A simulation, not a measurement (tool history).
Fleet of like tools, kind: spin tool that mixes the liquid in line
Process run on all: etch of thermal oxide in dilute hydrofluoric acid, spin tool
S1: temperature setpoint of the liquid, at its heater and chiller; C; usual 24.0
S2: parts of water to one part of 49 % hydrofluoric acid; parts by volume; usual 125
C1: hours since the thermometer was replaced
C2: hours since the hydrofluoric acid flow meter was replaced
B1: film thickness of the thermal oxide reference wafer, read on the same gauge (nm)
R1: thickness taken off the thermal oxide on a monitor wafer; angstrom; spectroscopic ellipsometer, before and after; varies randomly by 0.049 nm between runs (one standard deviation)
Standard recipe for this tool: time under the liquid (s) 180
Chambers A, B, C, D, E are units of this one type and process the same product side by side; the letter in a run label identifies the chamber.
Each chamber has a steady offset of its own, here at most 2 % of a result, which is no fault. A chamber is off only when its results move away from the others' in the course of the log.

run 1E hour=3.5 | S1=24.0 S2=125 time_under_the_liquid_(s)=180 | C1=1325.9 C2=268.1 | B1=130.07 | R1=63.451
run 2B hour=8.6 | S1=24.0 S2=125 time_under_the_liquid_(s)=180 | C1=1179.2 C2=586.2 | B1=129.99 | R1=63.301
run 3A hour=12.8 | S1=24.0 S2=125 time_under_the_liquid_(s)=180 | C1=261.5 C2=2629.3 | B1=130.00 | R1=63.188
run 4D hour=17.9 | S1=24.0 S2=125 time_under_the_liquid_(s)=180 | C1=1470.0 C2=351.5 | B1=130.03 | R1=62.984
run 5C hour=22.7 | S1=24.0 S2=125 time_under_the_liquid_(s)=180 | C1=465.6 C2=260.9 | B1=130.00 | R1=61.069
run 6A hour=27.1 | S1=24.0 S2=125 time_under_the_liquid_(s)=180 | C1=275.8 C2=2643.6 | B1=130.01 | R1=62.541
run 7B hour=30.4 | S1=24.0 S2=125 time_under_the_liquid_(s)=180 | C1=1201.0 C2=608.0 | B1=130.05 | R1=62.995
-- hour=30.9 chamber A: hydrofluoric acid flow meter replaced
run 8E hour=35.0 | S1=20.5 S2=125 time_under_the_liquid_(s)=180 | C1=1357.4 C2=299.6 | B1=129.95 | R1=54.901
run 9C hour=38.2 | S1=20.5 S2=125 time_under_the_liquid_(s)=180 | C1=481.1 C2=276.4 | B1=129.99 | R1=53.161
run 10D hour=41.8 | S1=20.5 S2=125 time_under_the_liquid_(s)=180 | C1=1493.9 C2=375.4 | B1=130.03 | R1=54.741
run 11B hour=44.9 | S1=20.5 S2=125 time_under_the_liquid_(s)=180 | C1=1215.5 C2=622.5 | B1=130.00 | R1=55.282
run 12A hour=49.4 | S1=20.5 S2=125 time_under_the_liquid_(s)=180 | C1=298.1 C2=18.5 | B1=130.06 | R1=54.940
run 13D hour=54.6 | S1=24.0 S2=125 time_under_the_liquid_(s)=180 | C1=1506.7 C2=388.2 | B1=130.01 | R1=62.398
run 14E hour=57.8 | S1=24.0 S2=125 time_under_the_liquid_(s)=180 | C1=1380.2 C2=322.4 | B1=129.96 | R1=63.298
run 15C hour=60.6 | S1=24.0 S2=125 time_under_the_liquid_(s)=180 | C1=503.5 C2=298.8 | B1=129.97 | R1=61.613
run 16C hour=65.3 | S1=24.0 S2=125 time_under_the_liquid_(s)=180 | C1=508.2 C2=303.5 | B1=130.03 | R1=61.730
run 17A hour=68.9 | S1=24.0 S2=125 time_under_the_liquid_(s)=180 | C1=317.6 C2=38.0 | B1=130.01 | R1=63.845
run 18E hour=72.5 | S1=24.0 S2=125 time_under_the_liquid_(s)=180 | C1=1394.9 C2=337.1 | B1=129.95 | R1=63.832
run 19D hour=75.9 | S1=24.0 S2=125 time_under_the_liquid_(s)=180 | C1=1528.0 C2=409.5 | B1=130.00 | R1=62.885
run 20B hour=81.0 | S1=24.0 S2=125 time_under_the_liquid_(s)=180 | C1=1251.6 C2=658.6 | B1=130.01 | R1=64.729
run 21A hour=84.2 | S1=24.0 S2=125 time_under_the_liquid_(s)=180 | C1=332.9 C2=53.3 | B1=130.01 | R1=63.509
run 22B hour=88.3 | S1=24.0 S2=125 time_under_the_liquid_(s)=180 | C1=1258.9 C2=665.9 | B1=130.01 | R1=65.061
run 23E hour=92.9 | S1=24.0 S2=175 time_under_the_liquid_(s)=180 | C1=1415.3 C2=357.5 | B1=130.00 | R1=42.673
run 24C hour=97.5 | S1=24.0 S2=175 time_under_the_liquid_(s)=180 | C1=540.4 C2=335.7 | B1=129.99 | R1=41.427
run 25D hour=100.9 | S1=24.0 S2=175 time_under_the_liquid_(s)=180 | C1=1553.0 C2=434.5 | B1=130.02 | R1=42.206
run 26E hour=106.2 | S1=24.0 S2=175 time_under_the_liquid_(s)=180 | C1=1428.6 C2=370.8 | B1=129.93 | R1=42.705
run 27D hour=111.5 | S1=24.0 S2=175 time_under_the_liquid_(s)=180 | C1=1563.6 C2=445.1 | B1=130.00 | R1=43.042
run 28B hour=115.8 | S1=24.0 S2=125 time_under_the_liquid_(s)=180 | C1=1286.4 C2=693.4 | B1=129.99 | R1=64.813
run 29A hour=118.7 | S1=24.0 S2=125 time_under_the_liquid_(s)=180 | C1=367.4 C2=87.8 | B1=130.00 | R1=63.618
run 30C hour=123.1 | S1=24.0 S2=125 time_under_the_liquid_(s)=180 | C1=566.0 C2=361.3 | B1=130.07 | R1=62.359
run 31C hour=127.2 | S1=24.0 S2=125 time_under_the_liquid_(s)=180 | C1=570.1 C2=365.4 | B1=130.00 | R1=61.762
run 32E hour=132.3 | S1=24.0 S2=125 time_under_the_liquid_(s)=180 | C1=1454.7 C2=396.9 | B1=129.98 | R1=63.589
run 33A hour=137.3 | S1=24.0 S2=125 time_under_the_liquid_(s)=180 | C1=386.0 C2=106.4 | B1=129.96 | R1=63.390
-- hour=138.3 chamber B: hydrofluoric acid flow meter replaced
run 34B hour=139.6 | S1=24.0 S2=105 time_under_the_liquid_(s)=115 | C1=1310.2 C2=1.4 | B1=130.00 | R1=51.388
run 35D hour=142.9 | S1=24.0 S2=105 time_under_the_liquid_(s)=115 | C1=1595.0 C2=476.5 | B1=130.00 | R1=48.881
run 36E hour=145.9 | S1=24.0 S2=105 time_under_the_liquid_(s)=115 | C1=1468.3 C2=410.5 | B1=130.03 | R1=49.525
run 37A hour=150.9 | S1=24.0 S2=105 time_under_the_liquid_(s)=115 | C1=399.6 C2=120.0 | B1=130.07 | R1=49.333
run 38D hour=155.3 | S1=24.0 S2=105 time_under_the_liquid_(s)=115 | C1=1607.4 C2=488.9 | B1=130.02 | R1=50.060
run 39C hour=159.7 | S1=24.0 S2=125 time_under_the_liquid_(s)=180 | C1=602.6 C2=397.9 | B1=129.99 | R1=61.308
run 40B hour=162.4 | S1=24.0 S2=125 time_under_the_liquid_(s)=180 | C1=1333.0 C2=24.2 | B1=129.97 | R1=66.250
run 41D hour=164.8 | S1=24.0 S2=125 time_under_the_liquid_(s)=180 | C1=1616.9 C2=498.4 | B1=129.98 | R1=62.745
run 42C hour=168.5 | S1=24.0 S2=125 time_under_the_liquid_(s)=85 | C1=611.4 C2=406.7 | B1=130.00 | R1=29.189

Next, all 5 chambers run the settings below, one line each with question marks for the results. What does each chamber give?
run 43A hour=172.3 | S1=24.0 S2=125 time_under_the_liquid_(s)=180 | R1=?
run 43B hour=172.3 | S1=24.0 S2=125 time_under_the_liquid_(s)=180 | R1=?
run 43C hour=172.3 | S1=24.0 S2=125 time_under_the_liquid_(s)=180 | R1=?
run 43D hour=172.3 | S1=24.0 S2=125 time_under_the_liquid_(s)=180 | R1=?
run 43E hour=172.3 | S1=24.0 S2=125 time_under_the_liquid_(s)=180 | R1=?

run=43A R1=63.392
run=43B R1=67.581
run=43C R1=61.445
run=43D R1=62.570
run=43E R1=63.432

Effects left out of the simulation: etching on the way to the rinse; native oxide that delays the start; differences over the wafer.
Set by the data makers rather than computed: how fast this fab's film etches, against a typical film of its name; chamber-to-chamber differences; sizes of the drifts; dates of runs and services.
